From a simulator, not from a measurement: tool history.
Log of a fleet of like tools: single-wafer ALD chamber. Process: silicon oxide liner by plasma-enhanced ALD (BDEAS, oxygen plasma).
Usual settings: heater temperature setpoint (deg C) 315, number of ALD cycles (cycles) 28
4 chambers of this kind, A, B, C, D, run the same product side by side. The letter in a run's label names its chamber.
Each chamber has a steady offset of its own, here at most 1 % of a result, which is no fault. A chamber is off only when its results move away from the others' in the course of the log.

run,hour,heater temperature setpoint (deg C),number of ALD cycles (cycles),hours since the last thermocouple change,"read-back reference wafer on the same gauge, thickness_nm",mean film thickness on the monitor wafer (Å)
1C,8.4,315,28,587.8,2.4197,25.558
2B,18.3,315,28,1453.9,2.4197,25.393
3A,24,315,28,740.7,2.4193,25.671
4D,30.1,315,28,608.1,2.419,25.472
5A,38.2,315,28,754.9,2.4189,25.673
6B,45,315,28,1480.6,2.4184,25.368
7C,53.9,315,28,633.3,2.4182,25.472
8D,61,315,28,639,2.4179,25.427
9B,69.3,315,28,1504.9,2.4174,25.363
10A,75.1,315,28,791.8,2.4175,25.613
11D,85.2,315,28,663.2,2.417,25.45
12C,92.8,315,28,672.2,2.4174,25.489
13B,98.9,324,28,1534.5,2.4161,25.006
14D,106.4,324,28,684.4,2.4168,25.084
15A,115.4,324,28,832.1,2.416,25.299
16C,123.6,324,28,703,2.4153,25.133
17D,129,315,28,707,2.4157,25.391
18C,135.2,302,33,714.6,2.4157,30.611
19A,140.9,302,33,857.6,2.4149,30.791
20B,145.7,302,33,1581.3,2.4154,30.32
21B,150.8,302,33,1586.4,2.4146,30.354
22C,161.4,325,28,740.8,2.4141,25.121
23D,170.6,325,28,748.6,2.4147,25.002
24A,178.9,325,28,895.6,2.4137,25.265
25C,186.4,325,28,765.8,2.4135,25.131
26A,194.1,315,28,910.8,2.413,25.585
27B,202,315,28,1637.6,2.413,25.303
28D,209.2,315,28,787.2,2.4127,25.35
29D,214.5,315,28,792.5,2.4133,25.383
30B,219,315,28,1654.6,2.4127,25.28
31C,229.6,307,28,809,2.4122,25.8
32A,238.8,307,28,955.5,2.412,25.914
33C,247.8,307,28,827.2,2.4118,25.722
34D,257,307,28,835,2.4117,25.655
35A,262.1,315,28,978.8,2.4107,25.621
36B,272.5,315,28,1708.1,2.4106,25.282
37C,277.3,315,28,856.7,2.4107,25.511
38B,282.4,307,31,1718,2.4109,28.302
39A,291.9,307,31,1008.6,2.4104,28.607
40D,299.6,307,31,877.6,2.4103,28.353

What goes on in this fleet: one chamber off, a drifting gauge, or nothing beyond the chambers' own small offsets? Name the chamber and the cause, if any.

The gauge drifts, so all chambers seem to drift together. No chamber is off.
Cause: gauge reads low (%) = 0.427.

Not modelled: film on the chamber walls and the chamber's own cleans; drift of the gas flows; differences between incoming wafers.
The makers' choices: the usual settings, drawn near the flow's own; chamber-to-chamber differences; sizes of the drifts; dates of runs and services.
